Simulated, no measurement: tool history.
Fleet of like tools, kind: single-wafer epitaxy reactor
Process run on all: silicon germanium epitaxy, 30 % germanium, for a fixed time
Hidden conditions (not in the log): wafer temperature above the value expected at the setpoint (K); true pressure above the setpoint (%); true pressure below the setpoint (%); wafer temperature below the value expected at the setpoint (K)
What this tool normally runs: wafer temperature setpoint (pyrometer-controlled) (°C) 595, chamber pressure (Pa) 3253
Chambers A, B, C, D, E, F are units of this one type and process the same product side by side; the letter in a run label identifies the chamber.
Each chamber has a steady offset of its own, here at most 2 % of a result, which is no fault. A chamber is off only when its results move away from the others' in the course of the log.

| run | hour | wafer temperature setpoint (pyrometer-controlled) (°C) | chamber pressure (Pa) | hours since the last pyrometer calibration | hours since the last manometer calibration | read-back reference wafer on the same gauge, thickness_nm | mean film thickness on the monitor wafer (angstrom) |
|---|---|---|---|---|---|---|---|
| 1D | 3.4 | 595 | 3253 | 828.5 | 663 | 69.841 | 588.03 |
| 2F | 10.3 | 595 | 3253 | 3147.8 | 1054.1 | 69.843 | 581.74 |
| 3B | 15.1 | 595 | 3253 | 42.7 | 2442 | 69.835 | 585.91 |
| 4E | 20.9 | 595 | 3253 | 861.2 | 2041.7 | 69.835 | 582.96 |
| 5A | 25.1 | 595 | 3253 | 771.3 | 628.5 | 69.859 | 576.96 |
| 6C | 30.4 | 606 | 3626 | 989.6 | 941.8 | 69.874 | 733.1 |
| 7B | 34.4 | 606 | 3626 | 62 | 2461.3 | 69.863 | 745.49 |
| 8A | 37.8 | 606 | 3626 | 784 | 641.2 | 69.87 | 740.44 |
| 9D | 43.6 | 606 | 3626 | 868.7 | 703.2 | 69.896 | 752.92 |
| 10C | 47.1 | 606 | 3626 | 1006.3 | 958.5 | 69.902 | 732.54 |
| 11E | 52.4 | 606 | 3626 | 892.7 | 2073.2 | 69.914 | 744.25 |
| 12F | 55.6 | 581 | 3253 | 3193.1 | 1099.4 | 69.895 | 445.62 |
| 13F | 60.2 | 581 | 3253 | 3197.7 | 1104 | 69.908 | 445.32 |
|  | 62.1 | chamber F: pyrometer calibrated |
| 14E | 64.3 | 581 | 3253 | 904.6 | 2085.1 | 69.899 | 451.24 |
| 15D | 69 | 581 | 3253 | 894.1 | 728.6 | 69.936 | 451.74 |
| 16C | 73.5 | 581 | 3253 | 1032.7 | 984.9 | 69.958 | 442.71 |
| 17A | 80.4 | 581 | 3253 | 826.6 | 683.8 | 69.999 | 443.3 |
| 18B | 84.5 | 595 | 3253 | 112.1 | 2511.4 | 69.991 | 586.97 |
| 19D | 90.8 | 588 | 3253 | 915.9 | 750.4 | 69.979 | 516.19 |
| 20A | 97.1 | 588 | 3253 | 843.3 | 700.5 | 70.015 | 506.57 |
| 21F | 102.4 | 588 | 3253 | 40.4 | 1146.2 | 70.025 | 511.54 |
| 22C | 107.2 | 588 | 3253 | 1066.4 | 1018.6 | 70.023 | 506.1 |
| 23B | 110.7 | 588 | 3253 | 138.3 | 2537.6 | 70.035 | 518.03 |
| 24E | 115.1 | 588 | 3253 | 955.4 | 2135.9 | 70.038 | 516.73 |
| 25B | 119.9 | 595 | 3253 | 147.5 | 2546.8 | 70.05 | 587.21 |
| 26D | 125.1 | 595 | 3253 | 950.2 | 784.7 | 70.063 | 589.13 |
| 27A | 128.4 | 595 | 3253 | 874.6 | 731.8 | 70.088 | 580.07 |
| 28F | 135.1 | 595 | 3253 | 73.1 | 1178.9 | 70.124 | 583.61 |
| 29E | 140.7 | 595 | 3253 | 981 | 2161.5 | 70.104 | 585.88 |
| 30C | 145.4 | 595 | 3253 | 1104.6 | 1056.8 | 70.125 | 576.13 |
| 31B | 151.9 | 595 | 2893 | 179.5 | 2578.8 | 70.115 | 561.31 |
| 32C | 155.1 | 595 | 2893 | 1114.3 | 1066.5 | 70.149 | 550.19 |
| 33F | 160.5 | 595 | 2893 | 98.5 | 1204.3 | 70.127 | 556.86 |
| 34E | 167 | 595 | 2893 | 1007.3 | 2187.8 | 70.157 | 560.9 |
| 35A | 173.5 | 595 | 2893 | 919.7 | 776.9 | 70.173 | 552.66 |
| 36D | 178.5 | 595 | 2893 | 1003.6 | 838.1 | 70.191 | 563.56 |
| 37E | 182.3 | 595 | 3253 | 1022.6 | 2203.1 | 70.2 | 586.32 |
| 38D | 186.8 | 582 | 2893 | 1011.9 | 846.4 | 70.194 | 440.75 |
| 39A | 190.6 | 582 | 2893 | 936.8 | 794 | 70.213 | 433.27 |
| 40C | 194.5 | 582 | 2893 | 1153.7 | 1105.9 | 70.218 | 432.19 |
| 41F | 199.6 | 582 | 2893 | 137.6 | 1243.4 | 70.218 | 435.53 |
| 42B | 203.8 | 582 | 2893 | 231.4 | 2630.7 | 70.237 | 440.99 |

Read the log: is a single chamber off, either drifting away or since a service, is the gauge that measures every chamber drifting, or is nothing wrong beyond small per-chamber offsets? Name any odd chamber and what most likely caused it.

No chamber is off; the gauge reading every chamber's wafers drifts, which makes the whole fleet appear to move together.
Most likely cause: gauge reads high (%) = 0.639.

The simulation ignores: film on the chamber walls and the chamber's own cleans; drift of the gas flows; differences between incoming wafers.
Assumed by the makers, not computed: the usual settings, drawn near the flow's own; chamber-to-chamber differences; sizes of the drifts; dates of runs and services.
